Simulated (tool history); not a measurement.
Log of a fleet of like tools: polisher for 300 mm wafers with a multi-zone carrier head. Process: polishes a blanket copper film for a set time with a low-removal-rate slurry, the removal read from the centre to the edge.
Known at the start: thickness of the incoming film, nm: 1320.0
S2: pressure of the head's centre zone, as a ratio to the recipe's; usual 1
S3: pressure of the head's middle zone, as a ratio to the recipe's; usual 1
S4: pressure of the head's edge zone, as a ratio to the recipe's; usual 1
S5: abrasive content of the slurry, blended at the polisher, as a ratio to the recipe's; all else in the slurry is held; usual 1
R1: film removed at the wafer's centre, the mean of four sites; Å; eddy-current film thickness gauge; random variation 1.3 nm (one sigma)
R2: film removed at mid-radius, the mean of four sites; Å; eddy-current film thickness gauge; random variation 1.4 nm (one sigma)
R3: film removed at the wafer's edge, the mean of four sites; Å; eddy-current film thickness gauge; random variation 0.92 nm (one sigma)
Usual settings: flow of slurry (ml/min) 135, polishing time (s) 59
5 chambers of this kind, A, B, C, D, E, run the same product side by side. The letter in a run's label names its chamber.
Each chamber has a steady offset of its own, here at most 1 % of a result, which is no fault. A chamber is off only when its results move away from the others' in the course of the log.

-- hour=1 chamber A: worn pad replaced by a new one
run 1E hour=8 | flow_of_slurry_(ml/min)=135 S2=1 S3=1 S4=1 S5=1 polishing_time_(s)=59 | R1=1049.6 R2=1026.5 R3=1011.5
-- hour=11.1 chamber B: worn pad replaced by a new one
run 2D hour=20.6 | flow_of_slurry_(ml/min)=135 S2=1 S3=1 S4=1 S5=1 polishing_time_(s)=59 | R1=1033.4 R2=1020.3 R3=1005.1
-- hour=24.4 chamber E: worn pad replaced by a new one
run 3C hour=30.8 | flow_of_slurry_(ml/min)=135 S2=1 S3=1 S4=1 S5=1 polishing_time_(s)=59 | R1=1003.7 R2=1025.1 R3=1026.4
run 4B hour=37.2 | flow_of_slurry_(ml/min)=135 S2=1 S3=1 S4=1 S5=1 polishing_time_(s)=59 | R1=1027.8 R2=992.84 R3=1007.1
run 5A hour=49.8 | flow_of_slurry_(ml/min)=135 S2=1 S3=1 S4=1 S5=1 polishing_time_(s)=59 | R1=1020.4 R2=1005 R3=1015.9
-- hour=51.8 chamber D: slurry nozzle cleaned
run 6B hour=56.1 | flow_of_slurry_(ml/min)=135 S2=1 S3=1 S4=1 S5=1 polishing_time_(s)=59 | R1=1033.8 R2=994.09 R3=1009.6
-- hour=57 chamber C: worn pad replaced by a new one
run 7D hour=69.3 | flow_of_slurry_(ml/min)=135 S2=0.89 S3=0.94 S4=1 S5=1 polishing_time_(s)=59 | R1=883.08 R2=975.82 R3=1015.5
run 8E hour=81 | flow_of_slurry_(ml/min)=135 S2=0.89 S3=0.94 S4=1 S5=1 polishing_time_(s)=59 | R1=898.14 R2=960.47 R3=1008.8
-- hour=82.8 chamber A: worn pad replaced by a new one
-- hour=91.4 chamber E: worn pad replaced by a new one
run 9A hour=92.7 | flow_of_slurry_(ml/min)=135 S2=0.89 S3=0.94 S4=1 S5=1 polishing_time_(s)=59 | R1=903.19 R2=963.67 R3=1017.1
-- hour=96.2 chamber B: worn pad replaced by a new one
run 10C hour=102.6 | flow_of_slurry_(ml/min)=135 S2=0.89 S3=0.94 S4=1 S5=1 polishing_time_(s)=59 | R1=897.98 R2=958.85 R3=1023.2
run 11E hour=109.7 | flow_of_slurry_(ml/min)=135 S2=0.89 S3=0.94 S4=1 S5=1 polishing_time_(s)=59 | R1=883.13 R2=964.51 R3=1023.2
run 12C hour=117.1 | flow_of_slurry_(ml/min)=135 S2=1 S3=1 S4=1 S5=0.9 polishing_time_(s)=59 | R1=991.94 R2=1009.9 R3=1021.1
run 13B hour=126.1 | flow_of_slurry_(ml/min)=135 S2=1 S3=1 S4=1 S5=0.9 polishing_time_(s)=59 | R1=997.32 R2=984.18 R3=1007.7
-- hour=131.9 chamber C: edge zone pressure recalibrated
run 14A hour=135.9 | flow_of_slurry_(ml/min)=135 S2=1 S3=1 S4=1 S5=0.9 polishing_time_(s)=59 | R1=1010.1 R2=975.66 R3=1003.6
-- hour=141.4 chamber C: worn pad replaced by a new one
run 15D hour=149.5 | flow_of_slurry_(ml/min)=135 S2=1 S3=1 S4=1 S5=0.9 polishing_time_(s)=59 | R1=946.97 R2=956.07 R3=973.36
run 16E hour=156.4 | flow_of_slurry_(ml/min)=135 S2=1 S3=1 S4=1 S5=0.9 polishing_time_(s)=59 | R1=988.22 R2=994.55 R3=984.66
-- hour=162.6 chamber A: worn pad replaced by a new one
run 17B hour=164.4 | flow_of_slurry_(ml/min)=135 S2=1 S3=1.09 S4=1 S5=1 polishing_time_(s)=77 | R1=1324.2 R2=1439.3 R3=1341.5
-- hour=167.8 chamber E: worn pad replaced by a new one
run 18A hour=170.7 | flow_of_slurry_(ml/min)=135 S2=1 S3=1.09 S4=1 S5=1 polishing_time_(s)=77 | R1=1327.1 R2=1452.2 R3=1351.2
run 19C hour=177.9 | flow_of_slurry_(ml/min)=135 S2=1 S3=1.09 S4=1 S5=1 polishing_time_(s)=77 | R1=1347.6 R2=1431.3 R3=1346
run 20D hour=187.8 | flow_of_slurry_(ml/min)=135 S2=1 S3=1.09 S4=1 S5=1 polishing_time_(s)=77 | R1=1279.4 R2=1369 R3=1261.1
run 21A hour=196.6 | flow_of_slurry_(ml/min)=135 S2=1 S3=1.09 S4=1 S5=1 polishing_time_(s)=77 | R1=1351 R2=1409.6 R3=1312.5
-- hour=197.9 chamber B: worn pad replaced by a new one
run 22E hour=202.7 | flow_of_slurry_(ml/min)=135 S2=1 S3=1 S4=1 S5=1 polishing_time_(s)=59 | R1=1014.2 R2=994.12 R3=997.32
run 23D hour=211 | flow_of_slurry_(ml/min)=135 S2=1 S3=1.07 S4=1 S5=1 polishing_time_(s)=59 | R1=986.11 R2=1044.7 R3=982.17
-- hour=220.6 chamber C: worn pad replaced by a new one
run 24C hour=224.4 | flow_of_slurry_(ml/min)=135 S2=1 S3=1.07 S4=1 S5=1 polishing_time_(s)=59 | R1=1030 R2=1080.8 R3=1033.9
run 25B hour=234.2 | flow_of_slurry_(ml/min)=135 S2=1 S3=1.07 S4=1 S5=1 polishing_time_(s)=59 | R1=1006 R2=1061.5 R3=1009.1
run 26E hour=240.2 | flow_of_slurry_(ml/min)=135 S2=1 S3=1.07 S4=1 S5=1 polishing_time_(s)=59 | R1=1016.3 R2=1066.4 R3=1034.1
-- hour=242.5 chamber E: worn pad replaced by a new one
-- hour=246.6 chamber A: worn pad replaced by a new one
run 27D hour=249.4 | flow_of_slurry_(ml/min)=135 S2=1 S3=1.07 S4=1 S5=1 polishing_time_(s)=59 | R1=952.86 R2=1043 R3=956.11
run 28A hour=259.3 | flow_of_slurry_(ml/min)=135 S2=1 S3=1 S4=1 S5=1 polishing_time_(s)=59 | R1=1003.1 R2=1000.4 R3=1034.8
-- hour=264.5 chamber A: slurry nozzle cleaned
run 29B hour=271.2 | flow_of_slurry_(ml/min)=135 S2=1 S3=1 S4=1 S5=1 polishing_time_(s)=59 | R1=1007.5 R2=996.4 R3=991.53
-- hour=278.5 chamber B: worn pad replaced by a new one
run 30C hour=279.2 | flow_of_slurry_(ml/min)=135 S2=1 S3=1 S4=1 S5=1 polishing_time_(s)=59 | R1=1007.1 R2=1005.5 R3=1023.1
-- hour=281.2 chamber E: slurry nozzle cleaned
run 31A hour=287.4 | flow_of_slurry_(ml/min)=135 S2=1 S3=1 S4=1 S5=1 polishing_time_(s)=59 | R1=1033 R2=1017.2 R3=1027.9
run 32D hour=298 | flow_of_slurry_(ml/min)=135 S2=1 S3=1 S4=1 S5=1 polishing_time_(s)=59 | R1=948.28 R2=952.58 R3=954.8
-- hour=302.9 chamber E: worn pad replaced by a new one
run 33B hour=308.1 | flow_of_slurry_(ml/min)=135 S2=1 S3=1 S4=1 S5=1 polishing_time_(s)=59 | R1=1004.9 R2=1029.5 R3=1013.2
-- hour=309.7 chamber C: worn pad replaced by a new one
-- hour=312.3 chamber B: edge zone pressure recalibrated
-- hour=317.2 chamber A: centre zone pressure recalibrated
run 34E hour=317.2 | flow_of_slurry_(ml/min)=135 S2=1 S3=1.09 S4=1 S5=1 polishing_time_(s)=59 | R1=1008.4 R2=1092.5 R3=1015.9
-- hour=324.8 chamber A: worn pad replaced by a new one
run 35C hour=326.4 | flow_of_slurry_(ml/min)=135 S2=1 S3=1.09 S4=1 S5=1 polishing_time_(s)=59 | R1=1017.8 R2=1087.4 R3=1029.8
-- hour=333.7 chamber B: slurry nozzle cleaned
run 36B hour=335.5 | flow_of_slurry_(ml/min)=135 S2=1 S3=1.09 S4=1 S5=1 polishing_time_(s)=59 | R1=988.29 R2=1095.4 R3=1015.6
run 37A hour=342.7 | flow_of_slurry_(ml/min)=135 S2=1 S3=1.09 S4=1 S5=1 polishing_time_(s)=59 | R1=1032.8 R2=1088.9 R3=1012

All 5 chambers run these settings next. Forecast each chamber's results:
run 38A hour=352.5 | flow_of_slurry_(ml/min)=135 S2=1 S3=1 S4=1 S5=1 polishing_time_(s)=59 | R1=? R2=? R3=?
run 38B hour=352.5 | flow_of_slurry_(ml/min)=135 S2=1 S3=1 S4=1 S5=1 polishing_time_(s)=59 | R1=? R2=? R3=?
run 38C hour=352.5 | flow_of_slurry_(ml/min)=135 S2=1 S3=1 S4=1 S5=1 polishing_time_(s)=59 | R1=? R2=? R3=?
run 38D hour=352.5 | flow_of_slurry_(ml/min)=135 S2=1 S3=1 S4=1 S5=1 polishing_time_(s)=59 | R1=? R2=? R3=?
run 38E hour=352.5 | flow_of_slurry_(ml/min)=135 S2=1 S3=1 S4=1 S5=1 polishing_time_(s)=59 | R1=? R2=? R3=?

run=38A R1=1014.3 R2=1020.5 R3=1031.8
run=38B R1=1011.1 R2=1028.9 R3=1009.6
run=38C R1=1003.9 R2=1037.9 R3=1030.7
run=38D R1=943.99 R2=939.76 R3=935.01
run=38E R1=1017.3 R2=1021.4 R3=1018
